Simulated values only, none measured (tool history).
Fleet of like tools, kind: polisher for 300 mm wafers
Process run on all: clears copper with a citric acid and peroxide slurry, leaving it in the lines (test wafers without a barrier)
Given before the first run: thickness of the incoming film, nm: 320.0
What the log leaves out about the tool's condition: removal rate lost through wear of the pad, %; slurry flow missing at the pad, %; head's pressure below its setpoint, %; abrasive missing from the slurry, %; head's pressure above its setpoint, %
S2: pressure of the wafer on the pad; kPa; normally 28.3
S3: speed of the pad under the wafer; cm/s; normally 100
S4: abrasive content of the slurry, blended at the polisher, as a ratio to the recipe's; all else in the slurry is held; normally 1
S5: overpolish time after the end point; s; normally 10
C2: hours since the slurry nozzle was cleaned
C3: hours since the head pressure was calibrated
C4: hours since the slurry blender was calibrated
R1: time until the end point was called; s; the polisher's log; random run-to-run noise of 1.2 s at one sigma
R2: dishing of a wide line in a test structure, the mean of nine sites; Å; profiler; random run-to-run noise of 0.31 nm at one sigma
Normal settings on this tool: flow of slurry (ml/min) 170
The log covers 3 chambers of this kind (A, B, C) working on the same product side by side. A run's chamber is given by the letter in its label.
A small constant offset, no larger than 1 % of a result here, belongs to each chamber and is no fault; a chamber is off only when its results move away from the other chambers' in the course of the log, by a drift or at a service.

Run 1B, hour 9.4: usual settings; wafers polished on this pad 1069; C2 289.1; C3 74; C4 183.3. Result: R1 99.825 s, R2 226.21 Å.
At hour 11.3: chamber A: worn pad replaced by a new one.
Run 2C, hour 17.8: usual settings; wafers polished on this pad 456; C2 794.3; C3 230.8; C4 97.4. Result: R1 98.196 s, R2 224.41 Å.
Run 3A, hour 27.7: usual settings; wafers polished on this pad 85; C2 215; C3 519.5; C4 328.2. Result: R1 97.525 s, R2 227.34 Å.
Run 4B, hour 34: usual settings; wafers polished on this pad 1197; C2 313.7; C3 98.6; C4 207.9. Result: R1 98.579 s, R2 225.73 Å.
Run 5A, hour 42.1: usual settings; wafers polished on this pad 160; C2 229.4; C3 533.9; C4 342.6. Result: R1 96.309 s, R2 225.21 Å.
At hour 46.3: chamber A: slurry nozzle cleaned.
Run 6C, hour 52.2: usual settings; wafers polished on this pad 635; C2 828.7; C3 265.2; C4 131.8. Result: R1 99.19 s, R2 228.34 Å.
At hour 58.2: chamber B: worn pad replaced by a new one.
At hour 65.1: chamber A: slurry blender recalibrated.
Run 7B, hour 66: usual settings; wafers polished on this pad 40; C2 345.7; C3 130.6; C4 239.9. Result: R1 99.251 s, R2 226.55 Å.
At hour 71.3: chamber C: worn pad replaced by a new one.
At hour 73.2: chamber C: slurry nozzle cleaned.
Run 8A, hour 73.3: usual settings but S2 33.8 kPa; wafers polished on this pad 322; C2 27.1; C3 565.1; C4 8.3. Result: R1 82.477 s, R2 263.78 Å.
Run 9C, hour 80.5: usual settings but S2 33.8 kPa; wafers polished on this pad 47; C2 7.3; C3 293.5; C4 160.1. Result: R1 82.98 s, R2 272.4 Å.
At hour 89.1: chamber B: slurry blender recalibrated.
Run 10B, hour 91.6: usual settings but S2 33.8 kPa; wafers polished on this pad 173; C2 371.3; C3 156.2; C4 2.6. Result: R1 82.414 s, R2 268.02 Å.
Run 11A, hour 101: usual settings; wafers polished on this pad 466; C2 54.8; C3 592.8; C4 36. Result: R1 98.448 s, R2 230.54 Å.
Run 12C, hour 107.3: usual settings; wafers polished on this pad 187; C2 34.1; C3 320.3; C4 186.9. Result: R1 97.336 s, R2 233.22 Å.
Run 13C, hour 117.4: usual settings; wafers polished on this pad 239; C2 44.2; C3 330.4; C4 197. Result: R1 98.83 s, R2 224.11 Å.
Run 14B, hour 125.3: usual settings; wafers polished on this pad 349; C2 405; C3 189.9; C4 36.3. Result: R1 99.552 s, R2 233.92 Å.
Run 15A, hour 136: usual settings; wafers polished on this pad 648; C2 89.8; C3 627.8; C4 71. Result: R1 98.323 s, R2 228.13 Å.
Run 16B, hour 143.8: usual settings; wafers polished on this pad 445; C2 423.5; C3 208.4; C4 54.8. Result: R1 96.713 s, R2 231.46 Å.
Run 17C, hour 151.1: usual settings; wafers polished on this pad 415; C2 77.9; C3 364.1; C4 230.7. Result: R1 97.921 s, R2 227.99 Å.
Run 18A, hour 161.9: usual settings but flow of slurry (ml/min) 225; wafers polished on this pad 783; C2 115.7; C3 653.7; C4 96.9. Result: R1 94.595 s, R2 237.13 Å.
Run 19C, hour 170.2: usual settings but flow of slurry (ml/min) 225; wafers polished on this pad 514; C2 97; C3 383.2; C4 249.8. Result: R1 99.103 s, R2 234.77 Å.
Run 20A, hour 183.2: usual settings but flow of slurry (ml/min) 225; wafers polished on this pad 894; C2 137; C3 675; C4 118.2. Result: R1 93.554 s, R2 238.05 Å.
At hour 185.4: chamber C: worn pad replaced by a new one.
Run 21B, hour 195.1: usual settings; wafers polished on this pad 712; C2 474.8; C3 259.7; C4 106.1. Result: R1 99.467 s, R2 222.09 Å.
Run 22A, hour 205.7: usual settings; wafers polished on this pad 1011; C2 159.5; C3 697.5; C4 140.7. Result: R1 98.915 s, R2 233.39 Å.
Run 23B, hour 217.4: usual settings; wafers polished on this pad 828; C2 497.1; C3 282; C4 128.4. Result: R1 98.692 s, R2 225.39 Å.
Run 24C, hour 227.8: usual settings; wafers polished on this pad 220; C2 154.6; C3 440.8; C4 307.4. Result: R1 104.21 s, R2 217.13 Å.
Run 25A, hour 237.8: usual settings but S3 114 cm/s; wafers polished on this pad 1177; C2 191.6; C3 729.6; C4 172.8. Result: R1 85.485 s, R2 255.42 Å.
Run 26B, hour 248: usual settings but S3 114 cm/s; wafers polished on this pad 987; C2 527.7; C3 312.6; C4 159. Result: R1 85.259 s, R2 251.14 Å.
Run 27C, hour 257.9: usual settings but S3 114 cm/s; wafers polished on this pad 377; C2 184.7; C3 470.9; C4 337.5. Result: R1 91.171 s, R2 243.37 Å.
Run 28C, hour 269: usual settings; wafers polished on this pad 434; C2 195.8; C3 482; C4 348.6. Result: R1 106.06 s, R2 218.69 Å.
At hour 271.4: chamber A: worn pad replaced by a new one.
Run 29B, hour 282.1: usual settings but S2 35.9 kPa, S5 6 s; wafers polished on this pad 1164; C2 561.8; C3 346.7; C4 193.1. Result: R1 77.748 s, R2 179.75 Å.
Run 30A, hour 288.7: usual settings but S2 35.9 kPa, S5 6 s; wafers polished on this pad 90; C2 242.5; C3 780.5; C4 223.7. Result: R1 78.398 s, R2 176.96 Å.
Run 31C, hour 298.9: usual settings but S2 35.9 kPa, S5 6 s; wafers polished on this pad 590; C2 225.7; C3 511.9; C4 378.5. Result: R1 84.116 s, R2 164.45 Å.
At hour 309.7: chamber A: slurry nozzle cleaned.
Run 32A, hour 311.6: usual settings but flow of slurry (ml/min) 120, S2 32.4 kPa; wafers polished on this pad 209; C2 2; C3 803.4; C4 246.6. Result: R1 91.613 s, R2 242.2 Å.
Run 33B, hour 320.6: usual settings but flow of slurry (ml/min) 120, S2 32.4 kPa; wafers polished on this pad 1364; C2 600.3; C3 385.2; C4 231.6. Result: R1 91.629 s, R2 242.86 Å.

Has any chamber moved away from the others, gradually or after a service, or does the common gauge drift, or do the chambers differ only by their own small steady offsets? State the chamber and the most likely cause if one applies.

Chamber C drifts away from the others.
Likeliest cause: head's pressure below its setpoint, % = 9.73.
The log may not separate it from: slurry flow missing at the pad, %; abrasive missing from the slurry, %.

Here are 4 candidates for chamber C's next run, each the usual settings with a change, their results left as question marks. Which one brings its results back in line with what the others give on the usual settings?
Maximum distance from the other chambers' mean on the usual settings for a result to count as in line: R1 4.3 s; R2 11 Å
Run 34C-1, hour 330.5: usual settings but S2 29.6 kPa, S3 106 cm/s. Result: R1 ?, R2 ?.
Run 34C-2, hour 330.5: usual settings but S3 102 cm/s. Result: R1 ?, R2 ?.
Run 34C-3, hour 330.5: usual settings but S3 98 cm/s. Result: R1 ?, R2 ?.
Run 34C-4, hour 330.5: usual settings but S2 26.9 kPa, S3 94 cm/s. Result: R1 ?, R2 ?.

Usual-settings mean across the other chambers: R1 98.533 s; R2 228.42 Å
  run      R1      R2
34C-1  97.817  232.04
34C-2  106.56  215.13
34C-3  110.88  207.75
34C-4  121.45  191.46
Change 34C-1 lands the chamber within the allowed miss of the other chambers.
